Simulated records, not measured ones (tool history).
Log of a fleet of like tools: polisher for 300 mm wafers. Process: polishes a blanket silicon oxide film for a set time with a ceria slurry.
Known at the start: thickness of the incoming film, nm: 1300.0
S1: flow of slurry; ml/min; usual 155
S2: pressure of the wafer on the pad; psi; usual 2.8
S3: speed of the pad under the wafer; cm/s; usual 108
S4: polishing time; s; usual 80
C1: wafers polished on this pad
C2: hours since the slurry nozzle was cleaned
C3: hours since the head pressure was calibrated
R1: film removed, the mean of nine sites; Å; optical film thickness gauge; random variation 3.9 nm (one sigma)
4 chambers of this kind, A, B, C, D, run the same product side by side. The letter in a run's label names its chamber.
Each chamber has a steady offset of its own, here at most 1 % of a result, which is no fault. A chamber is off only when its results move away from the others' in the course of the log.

run   hour   S1   S2   S3  S4    C1     C2      C3      R1
 1B    5.7  155  2.8  108  80   174  133.2   384.2  3135.4
 2A   10.8  155  2.8  108  80   591  142.7   199.3  3207.1
 3D   16.3  155  2.8  108  80   689  116.5  1170.2  3154.8
 4C   21.9  155  2.8  108  80   147  165.7   462.2  3192.8
 5D   27.8  155  2.8  108  80   756    128  1181.7    3075
 6C   31.8  155  2.8  108  80   204  175.6   472.1  3127.5
 7A   37.1  155  2.8  108  80   745    169   225.6    3195
 8B   41.6  155  2.8  108  80   385  169.1   420.1  3240.4
 9B   46.1  155  2.8  108  80   411  173.6   424.6  3185.5
10C   48.7  155  2.8  108  80   303  192.5     489  3102.9
11D   54.2  155  2.8  108  80   911  154.4  1208.1  3087.2
12A   58.5  155  3.7  132  80   870  190.4     247    5111
13B   62.9  155  3.7  132  80   509  190.4   441.4  5012.9
14A   67.9  155  3.7  132  80   925  199.8   256.4  5005.1
15C   72.5  155  3.7  132  80   443  216.3   512.8  5048.2
16D   77.5  155  2.8  108  80  1047  177.7  1231.4  3021.9
17D   81.4  155  2.8  108  80  1070  181.6  1235.3  2937.5
18C   85.6  155  2.8  108  80   519  229.4   525.9  3107.8
19A   90.7  155  2.8  108  80  1058  222.6   279.2  3207.2
20B   95.7  155  2.8  108  80   701  223.2   474.2  3195.9
21B  101.3  155  2.8  140  80   734  228.8   479.8  4043.4
22D  104.2  155  2.8  140  80  1203  204.4  1258.1  3819.9
23A  108.2  155  2.8  140  80  1161  240.1   296.7  4198.4
24C  111.3  155  2.8  140  80   670  255.1   551.6  4112.1
25C  114.5  155  2.8  108  80   689  258.3   554.8  3116.9
26A  118.2  155  2.8  108  80  1219  250.1   306.7  3203.4
27D  123.5  190  1.9  108  80  1316  223.7  1277.4  2014.6

What goes on in this fleet: one chamber off, a drifting gauge, or nothing beyond the chambers' own small offsets? Name the chamber and the cause, if any.

Chamber D drifts away from the others.
Cause: removal rate lost through wear of the pad, % = 10.7.
The log may not tell that from: slurry flow missing at the pad, %; head's pressure below its setpoint, %.

Here are 4 candidates for chamber D's next run, each the usual settings with a change, their results left as question marks. Which one brings its results back in line with what the others give on the usual settings?
In line means no further than this from the other chambers' mean on the usual settings: R1 140 Å
28D-1  127.7  155  2.6  102  80               ?
28D-2  127.7  155  2.8  112  80               ?
28D-3  127.7  155  2.8  106  78               ?
28D-4  127.7  155  2.9  112  83               ?

The other chambers' mean on the usual settings: R1 3171.8 Å
  run      R1
28D-1  2473.7
28D-2  2932.7
28D-3    2704
28D-4    3153
28D-4 brings the chamber back in line.

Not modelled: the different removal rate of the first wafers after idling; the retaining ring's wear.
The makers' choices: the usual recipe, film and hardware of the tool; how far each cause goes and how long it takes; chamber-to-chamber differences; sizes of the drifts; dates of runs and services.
